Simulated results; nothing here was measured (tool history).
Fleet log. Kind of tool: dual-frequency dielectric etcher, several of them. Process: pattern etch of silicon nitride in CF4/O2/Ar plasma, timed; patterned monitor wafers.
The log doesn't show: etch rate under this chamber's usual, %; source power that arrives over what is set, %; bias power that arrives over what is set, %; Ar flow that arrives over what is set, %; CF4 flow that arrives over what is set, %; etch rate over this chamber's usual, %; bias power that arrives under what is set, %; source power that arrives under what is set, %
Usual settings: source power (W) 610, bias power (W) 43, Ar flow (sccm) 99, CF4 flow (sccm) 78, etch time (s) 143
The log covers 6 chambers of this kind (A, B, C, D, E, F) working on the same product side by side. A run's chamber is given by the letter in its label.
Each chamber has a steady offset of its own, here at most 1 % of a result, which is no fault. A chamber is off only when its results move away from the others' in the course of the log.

run    day  source power (W)  bias power (W)  Ar flow (sccm)  CF4 flow (sccm)  etch time (s)  hours since the last wet clean  hours since the last source power generator calibration  hours since the last bias power generator calibration  hours since the last Ar flow controller change  hours since the last CF4 flow controller change  read-back reference wafer on the same gauge, depth_nm  mean etch depth across the wafer (Å)
 1E  0.196               610              43              99               78            143                           343.3                                                   3602.4                                                 4199.3                                           559.8                                           4095.5                                                 253.05                                2964.1
 2A  0.371               610              43              99               78            143                           120.3                                                    320.9                                                 1991.4                                          4848.9                                           1759.1                                                 253.11                                2928.4
 3F  0.529               610              43              99               78            143                           210.9                                                   1825.0                                                 2509.4                                          1729.2                                            863.1                                                 253.11                                2980.2
 4D  0.658               610              43              99               78            143                           430.5                                                   1103.1                                                  396.1                                           715.6                                            342.6                                                 253.17                                2945.5
 5B  0.792               610              43              99               78            143                           224.0                                                   1479.1                                                 1870.4                                           194.0                                            692.7                                                 253.18                                2939.5
 6C  0.912               610              43              99               78            143                           129.1                                                    111.8                                                 1263.8                                           436.9                                           4008.7                                                 253.24                                2981.2
 7C  1.004               610              43              99               78            143                           131.3                                                    114.0                                                 1266.0                                           439.1                                           4010.9                                                 253.38                                2982.0
 8E  1.183               610              43              99               78            143                           367.0                                                   3626.1                                                 4223.0                                           583.5                                           4119.2                                                 253.29                                2955.2
 9F  1.275               610              43              99               78            143                           228.8                                                   1842.9                                                 2527.3                                          1747.1                                            881.0                                                 253.26                                2977.0
10A  1.421               610              43              99               78            143                           145.5                                                    346.1                                                 2016.6                                          4874.1                                           1784.3                                                 253.39                                2933.6
11D  1.608               610              38              99               64            143                           453.3                                                   1125.9                                                  418.9                                           738.4                                            365.4                                                 253.46                                2731.3
12B  1.783               610              38              99               64            143                           247.8                                                   1502.9                                                 1894.2                                           217.8                                            716.5                                                 253.46                                2721.9
13C  1.892               610              38              99               64            143                           152.6                                                    135.3                                                 1287.3                                           460.4                                           4032.2                                                 253.47                                2762.6
14E  1.979               610              38              99               64            143                           386.1                                                   3645.2                                                 4242.1                                           602.6                                           4138.3                                                 253.43                                2746.2
15D  2.088               610              38              99               64            143                           464.8                                                   1137.4                                                  430.4                                           749.9                                            376.9                                                 253.49                                2734.6
16F  2.179               610              38              99               64            143                           250.5                                                   1864.6                                                 2549.0                                          1768.8                                            902.7                                                 253.58                                2771.4
17A  2.279               610              43              99               78            143                           166.1                                                    366.7                                                 2037.2                                          4894.7                                           1804.9                                                 253.60                                2937.0
     2.417  -- chamber A: CF4 flow controller replaced
18B  2.446               610              43              99               78            143                           263.7                                                   1518.8                                                 1910.1                                           233.7                                            732.4                                                 253.56                                2950.9
19A  2.554               610              43              99               78            143                           172.7                                                    373.3                                                 2043.8                                          4901.3                                              3.4                                                 253.65                                2934.6
20B  2.712               610              43              99               78            143                           270.1                                                   1525.2                                                 1916.5                                           240.1                                            738.8                                                 253.65                                2944.6
21D  2.821               610              43              99               78            143                           482.4                                                   1155.0                                                  448.0                                           767.5                                            394.5                                                 253.73                                2964.0
22F  2.996               610              43              99               78            143                           270.1                                                   1884.2                                                 2568.6                                          1788.4                                            922.3                                                 253.78                                2973.5
23C  3.146               610              43              99               78            143                           182.7                                                    165.4                                                 1317.4                                           490.5                                           4062.3                                                 253.76                                2987.0
24E  3.300               610              43              99               78            143                           417.8                                                   3676.9                                                 4273.8                                           634.3                                           4170.0                                                 253.85                                2955.0
25F  3.467               610              43              99               78            143                           281.4                                                   1895.5                                                 2579.9                                          1799.7                                            933.6                                                 254.02                                2984.5
26C  3.646               610              43              99               78            143                           194.7                                                    177.4                                                 1329.4                                           502.5                                           4074.3                                                 253.99                                2987.1
27D  3.804               610              43              99               78            143                           506.0                                                   1178.6                                                  471.6                                           791.1                                            418.1                                                 253.94                                2965.2
28E  3.950               610              43              99               78            143                           433.4                                                   3692.5                                                 4289.4                                           649.9                                           4185.6                                                 253.98                                2962.4
29B  4.100               610              51              99               78            143                           303.4                                                   1558.5                                                 1949.8                                           273.4                                            772.1                                                 254.09                                3147.2
30A  4.221               610              51              99               78            143                           212.7                                                    413.3                                                 2083.8                                          4941.3                                             43.4                                                 254.09                                3127.8
31A  4.408               610              51              99               78            143                           217.2                                                    417.8                                                 2088.3                                          4945.8                                             47.9                                                 254.14                                3140.0
32E  4.525               610              51              99               78            143                           447.2                                                   3706.3                                                 4303.2                                           663.7                                           4199.4                                                 254.11                                3152.8
33B  4.692               610              51              99               78            143                           317.6                                                   1572.7                                                 1964.0                                           287.6                                            786.3                                                 254.23                                3145.3
34C  4.854               610              51              99               78            143                           223.7                                                    206.4                                                 1358.4                                           531.5                                           4103.3                                                 254.29                                3183.1
35F  4.962               610              43              99               78            143                           317.3                                                   1931.4                                                 2615.8                                          1835.6                                            969.5                                                 254.41                                2989.2
36D  5.079               610              43              99               78            143                           536.6                                                   1209.2                                                  502.2                                           821.7                                            448.7                                                 254.35                                2964.5
37D  5.267               610              43              99               78            143                           541.1                                                   1213.7                                                  506.7                                           826.2                                            453.2                                                 254.40                                2970.3

Is one chamber out of step, is the gauge drifting, or do the chambers differ by no more than their own small offsets? For an off chamber, give its letter and the likeliest cause.

The shared gauge is drifting. All chambers look as if they move in step, but none is off.
Likeliest cause: gauge reads high (%) = 0.561.
